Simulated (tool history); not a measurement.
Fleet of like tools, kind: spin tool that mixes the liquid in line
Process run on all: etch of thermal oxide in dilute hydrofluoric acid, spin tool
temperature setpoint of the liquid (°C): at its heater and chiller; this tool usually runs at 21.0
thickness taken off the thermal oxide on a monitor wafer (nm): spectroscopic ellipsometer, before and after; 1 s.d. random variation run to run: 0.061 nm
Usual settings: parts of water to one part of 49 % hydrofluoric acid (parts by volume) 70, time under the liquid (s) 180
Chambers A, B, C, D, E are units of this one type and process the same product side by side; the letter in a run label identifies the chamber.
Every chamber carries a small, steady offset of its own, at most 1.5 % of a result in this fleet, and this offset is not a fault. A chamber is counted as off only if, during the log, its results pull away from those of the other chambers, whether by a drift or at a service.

run	hour	temperature setpoint of the liquid (°C)	parts of water to one part of 49 % hydrofluoric acid (parts by volume)	time under the liquid (s)	hours since the thermometer was replaced	hours since the hydrofluoric acid flow meter was replaced	read-back film thickness of the thermal oxide reference wafer, read on the same gauge (nm)	thickness taken off the thermal oxide on a monitor wafer (nm)
1C	4.0	21.0	70	180	486.4	880.2	100.000	11.1840
2E	10.3	21.0	70	180	1118.7	1835.9	100.010	10.9930
3B	17.7	21.0	70	180	286.1	1002.8	99.994	11.1050
4D	22.7	21.0	70	180	193.6	1691.0	100.020	11.0050
5A	29.4	21.0	70	180	764.2	317.3	99.995	11.1430
6C	36.0	21.0	70	180	518.4	912.2	99.967	11.2310
7B	40.4	21.0	70	180	308.8	1025.5	100.020	10.9870
8A	44.5	21.0	70	180	779.3	332.4	100.010	11.0590
9D	50.5	21.0	70	180	221.4	1718.8	99.986	11.1320
10E	56.7	21.0	70	180	1165.1	1882.3	100.030	10.9850
11E	61.0	17.0	90	180	1169.4	1886.6	99.989	7.0500
12A	64.2	17.0	90	180	799.0	352.1	100.040	7.1407
13C	69.1	17.0	90	180	551.5	945.3	99.986	7.1174
14D	73.0	17.0	90	180	243.9	1741.3	99.974	7.1657
15B	78.1	17.0	90	180	346.5	1063.2	99.987	7.0856
16E	83.4	21.0	70	180	1191.8	1909.0	100.010	11.1780
# hour 88.8: chamber C: hydrofluoric acid flow meter replaced
17D	90.2	21.0	70	250	261.1	1758.5	99.979	15.3270
# hour 92.9: chamber E: hydrofluoric acid flow meter replaced
18B	95.3	21.0	70	250	363.7	1080.4	99.978	15.3330
19C	102.4	21.0	70	250	584.8	13.6	99.982	15.5490
20A	109.0	21.0	70	250	843.8	396.9	100.010	15.4650
# hour 111.0: chamber A: hydrofluoric acid flow meter replaced
21E	112.6	21.0	70	250	1221.0	19.7	100.020	15.7220
22A	116.7	23.5	70	100	851.5	5.7	100.030	6.7951
23B	121.1	23.5	70	100	389.5	1106.2	100.000	6.8706
24C	127.6	23.5	70	100	610.0	38.8	99.995	6.9518
25D	133.6	23.5	70	100	304.5	1801.9	99.997	6.7829
26E	140.3	23.5	70	100	1248.7	47.4	99.988	7.0103
27C	144.2	21.0	70	180	626.6	55.4	100.020	11.1750
28D	147.9	21.0	70	180	318.8	1816.2	100.040	11.1780
29A	152.7	21.0	70	180	887.5	41.7	99.983	11.0700
30B	160.2	21.0	70	180	428.6	1145.3	99.995	11.1100
31A	166.6	21.0	70	180	901.4	55.6	100.000	11.0570
32E	171.0	21.0	70	180	1279.4	78.1	100.000	11.5170
33B	175.1	22.5	95	180	443.5	1160.2	99.979	8.4419
34C	182.3	22.5	95	180	664.7	93.5	100.030	8.4222
35D	188.2	22.5	95	180	359.1	1856.5	100.000	8.4591

Is one chamber out of step, is the gauge drifting, or do the chambers differ by no more than their own small offsets? For an off chamber, give its letter and the likeliest cause.

Chamber E drifts away from the others.
Most likely cause: liquid hotter than its thermometer reads (K) = 1.48.

Here are 4 candidates for chamber E's next run, each the usual settings with a change, their results left as question marks. Which one brings its results back in line with what the others give on the usual settings?
In line means no further than this from the other chambers' mean on the usual settings: thickness taken off the thermal oxide on a monitor wafer (nm) 0.2100
36E-1	193.6	21.0	70	190				?
36E-2	193.6	21.0	70	200				?
36E-3	193.6	21.0	70	170				?
36E-4	193.6	20.5	75	180				?

Other chambers, usual settings, mean: thickness taken off the thermal oxide on a monitor wafer (nm) 11.1070
run	thickness taken off the thermal oxide on a monitor wafer (nm)
36E-1	12.3530
36E-2	13.0030
36E-3	11.0530
36E-4	10.6380
It is 36E-3 that realigns the chamber with its peers.
